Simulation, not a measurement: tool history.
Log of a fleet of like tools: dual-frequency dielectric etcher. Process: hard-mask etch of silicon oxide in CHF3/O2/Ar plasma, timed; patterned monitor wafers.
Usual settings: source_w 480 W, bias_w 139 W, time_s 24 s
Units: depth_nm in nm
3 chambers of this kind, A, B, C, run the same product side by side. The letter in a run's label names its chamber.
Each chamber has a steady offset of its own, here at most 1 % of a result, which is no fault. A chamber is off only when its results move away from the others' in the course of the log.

| run | hour | source_w | bias_w | time_s | read-back reference wafer on the same gauge, depth_nm | depth_nm |
|---|---|---|---|---|---|---|
| 1A | 8 | 480 | 139 | 24 | 36.803 | 39.988 |
| 2B | 19.4 | 480 | 139 | 24 | 36.792 | 39.7 |
| 3C | 30.2 | 480 | 139 | 24 | 36.788 | 40.254 |
|  | 30.3 | chamber C: bias power generator calibrated |
| 4B | 41.7 | 480 | 139 | 24 | 36.867 | 40.135 |
| 5C | 48.2 | 410 | 139 | 24 | 36.78 | 37.743 |
| 6A | 57.4 | 410 | 139 | 24 | 36.786 | 37.798 |
| 7C | 63.3 | 410 | 139 | 24 | 36.854 | 37.545 |
| 8B | 70 | 480 | 139 | 24 | 36.769 | 39.771 |
| 9A | 75.3 | 480 | 139 | 24 | 36.83 | 40.438 |
| 10C | 80.8 | 480 | 139 | 24 | 36.798 | 40.106 |
| 11A | 86.7 | 480 | 139 | 24 | 36.814 | 40.147 |
| 12B | 92.8 | 480 | 139 | 24 | 36.793 | 40.083 |
| 13A | 101.9 | 480 | 139 | 24 | 36.8 | 39.998 |
| 14C | 109.1 | 480 | 139 | 24 | 36.806 | 40.043 |
| 15B | 115 | 480 | 139 | 24 | 36.769 | 39.891 |
| 16C | 122.1 | 480 | 139 | 24 | 36.779 | 39.981 |
| 17A | 132.4 | 480 | 139 | 24 | 36.794 | 40.245 |
|  | 134.4 | chamber B: wet clean of the chamber |
| 18B | 139.8 | 480 | 139 | 24 | 36.88 | 41.997 |
| 19A | 146.6 | 480 | 139 | 24 | 36.795 | 40.23 |
|  | 149 | chamber C: wet clean of the chamber |
| 20C | 155.6 | 480 | 139 | 24 | 36.778 | 40.383 |
| 21B | 163.3 | 480 | 139 | 24 | 36.799 | 42.083 |
| 22A | 174.2 | 480 | 139 | 24 | 36.869 | 40.136 |
|  | 178.1 | chamber A: wet clean of the chamber |
| 23B | 182 | 480 | 139 | 24 | 36.747 | 41.949 |
| 24C | 187.6 | 480 | 139 | 24 | 36.8 | 40.05 |
| 25A | 195.7 | 480 | 139 | 24 | 36.786 | 39.876 |
| 26C | 203.1 | 480 | 139 | 24 | 36.829 | 40.262 |
| 27B | 212.6 | 480 | 139 | 24 | 36.81 | 41.618 |
| 28C | 222.9 | 480 | 139 | 24 | 36.846 | 40.28 |
|  | 233.3 | chamber A: bias power generator calibrated |
| 29B | 233.5 | 480 | 139 | 24 | 36.774 | 41.607 |
|  | 240.2 | chamber B: source power generator calibrated |
| 30A | 241.5 | 480 | 139 | 24 | 36.765 | 40.418 |
| 31B | 250.3 | 480 | 139 | 24 | 36.765 | 42.001 |
| 32C | 257 | 480 | 139 | 24 | 36.789 | 40.159 |
| 33A | 266.8 | 600 | 168 | 24 | 36.834 | 47.092 |
| 34A | 274 | 600 | 168 | 24 | 36.843 | 46.172 |
| 35C | 285 | 600 | 168 | 24 | 36.848 | 46.465 |
| 36B | 293.1 | 480 | 139 | 24 | 36.812 | 41.488 |
| 37B | 302.3 | 480 | 139 | 24 | 36.791 | 41.853 |
| 38A | 308.5 | 480 | 139 | 24 | 36.782 | 40.282 |
| 39C | 313.7 | 480 | 139 | 24 | 36.772 | 40.246 |
| 40C | 323.7 | 480 | 139 | 24 | 36.719 | 40.398 |
| 41B | 330.2 | 480 | 139 | 24 | 36.781 | 41.909 |

Is one chamber off against the others, does the gauge drift, or is nothing wrong? If a chamber is off, say which, and what the likeliest cause is.

A service left chamber B off against the others.
Cause: etch rate over this chamber's usual, % = 5.13.

Here are 4 candidates for chamber B's next run, each the usual settings with a change, their results left as question marks. Which one brings its results back in line with what the others give on the usual settings?
In line means no further than this from the other chambers' mean on the usual settings: depth_nm 0.81 nm
| 42B-1 | 338.5 | 490 | 140 | 25 |  | ? |
| 42B-2 | 338.5 | 480 | 142 | 24 |  | ? |
| 42B-3 | 338.5 | 470 | 139 | 24 |  | ? |
| 42B-4 | 338.5 | 450 | 131 | 24 |  | ? |

The other chambers' mean on the usual settings: depth_nm 40.139 nm
| run | depth_nm |
|---|---|
| 42B-1 | 44.055 |
| 42B-2 | 42.15 |
| 42B-3 | 41.514 |
| 42B-4 | 40.033 |
42B-4 brings the chamber back in line.
